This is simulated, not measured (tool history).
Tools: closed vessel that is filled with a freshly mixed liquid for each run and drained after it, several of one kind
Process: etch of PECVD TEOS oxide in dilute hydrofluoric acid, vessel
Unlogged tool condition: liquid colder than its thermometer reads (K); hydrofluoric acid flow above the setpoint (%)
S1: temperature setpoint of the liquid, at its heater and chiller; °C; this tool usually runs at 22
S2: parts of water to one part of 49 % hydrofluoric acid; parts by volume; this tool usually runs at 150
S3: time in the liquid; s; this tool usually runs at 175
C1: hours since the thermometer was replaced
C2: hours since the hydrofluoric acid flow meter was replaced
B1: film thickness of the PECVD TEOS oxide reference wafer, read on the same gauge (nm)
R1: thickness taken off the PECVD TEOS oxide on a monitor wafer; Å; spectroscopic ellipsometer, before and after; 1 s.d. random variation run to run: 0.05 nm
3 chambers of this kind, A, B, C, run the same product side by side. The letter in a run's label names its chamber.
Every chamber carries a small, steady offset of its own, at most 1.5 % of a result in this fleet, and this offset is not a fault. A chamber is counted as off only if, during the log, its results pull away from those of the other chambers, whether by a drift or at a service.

run	hour	S1	S2	S3	C1	C2	B1	R1
1A	6.8	22	150	175	953.7	718	140.01	96.356
# hour 7.5: chamber C: thermometer replaced
2B	13.8	22	150	175	1062.5	1270.6	139.99	95.887
3C	23.3	22	150	175	15.8	258.7	140.01	95.894
4C	29.7	22	150	175	22.2	265.1	139.94	96.042
5A	36.3	22	150	175	983.2	747.5	139.99	95.914
6B	42.3	22	150	175	1091	1299.1	139.98	96.461
7A	51.5	22	150	175	998.4	762.7	140.02	95.996
8B	59.5	22	150	175	1108.2	1316.3	139.97	97.066
9C	66.9	22	150	175	59.4	302.3	140.01	95.9
10B	77.3	22	150	175	1126	1334.1	140.01	96.691
11A	82.6	22	150	175	1029.5	793.8	139.99	95.376
12C	90.7	22	150	175	83.2	326.1	139.97	95.854
13A	95.8	22	150	175	1042.7	807	140	96.236
14B	106.1	22	150	175	1154.8	1362.9	140.01	97.24
15C	113.7	22	150	175	106.2	349.1	140.01	95.957
16B	121.9	22	150	175	1170.6	1378.7	140	96.59
17A	132.9	22	150	175	1079.8	844.1	139.96	94.532
18C	141.5	22	150	175	134	376.9	139.99	95.344
19B	150.1	22	150	175	1198.8	1406.9	139.98	97.846
20C	155.2	22	150	175	147.7	390.6	140.03	96.33
21A	165.4	22	150	175	1112.3	876.6	140.03	93.867
22B	173.8	22	150	175	1222.5	1430.6	140.01	96.771
23A	180.5	22	150	175	1127.4	891.7	140.04	92.103
24C	185.6	22	150	175	178.1	421	140.01	95.538
25C	192.9	22	150	175	185.4	428.3	140.02	96.618
26A	202.9	22	80	250	1149.8	914.1	139.98	268.71
27B	209.4	22	80	250	1258.1	1466.2	139.98	283.17
28C	219.6	22	80	250	212.1	455	139.99	281.34
29B	230.5	22	150	175	1279.2	1487.3	139.99	97.023
# hour 231.4: chamber C: hydrofluoric acid flow meter replaced
30A	239.8	22	150	175	1186.7	951	139.99	91.59
31B	249.1	22	150	175	1297.8	1505.9	139.96	97.005
32C	259.2	22	150	175	251.7	27.9	140.01	95.82

Has any chamber moved away from the others, gradually or after a service, or does the common gauge drift, or do the chambers differ only by their own small steady offsets? State the chamber and the most likely cause if one applies.

It is chamber A that slowly wanders off from its peers.
What lies behind it: liquid colder than its thermometer reads (K) = 1.67.
The log may not tell that from: hydrofluoric acid flow below the setpoint (%).

Below are 4 candidate recipes for chamber A's next run, each the usual settings with a change, their results shown as question marks. Which of them brings A's results back in line with what the other chambers give on the usual settings?
In line means no further than this from the other chambers' mean on the usual settings: R1 1.8 Å
33A-1	267.2	22	165	175				?
33A-2	267.2	22	145	180				?
33A-3	267.2	22	150	195				?
33A-4	267.2	22	150	165				?

Average result of the remaining chambers running the usual settings: R1 96.156 Å
run	R1
33A-1	80.729
33A-2	96.423
33A-3	100.46
33A-4	85.005
With 33A-2, the chamber falls back in line with the rest.
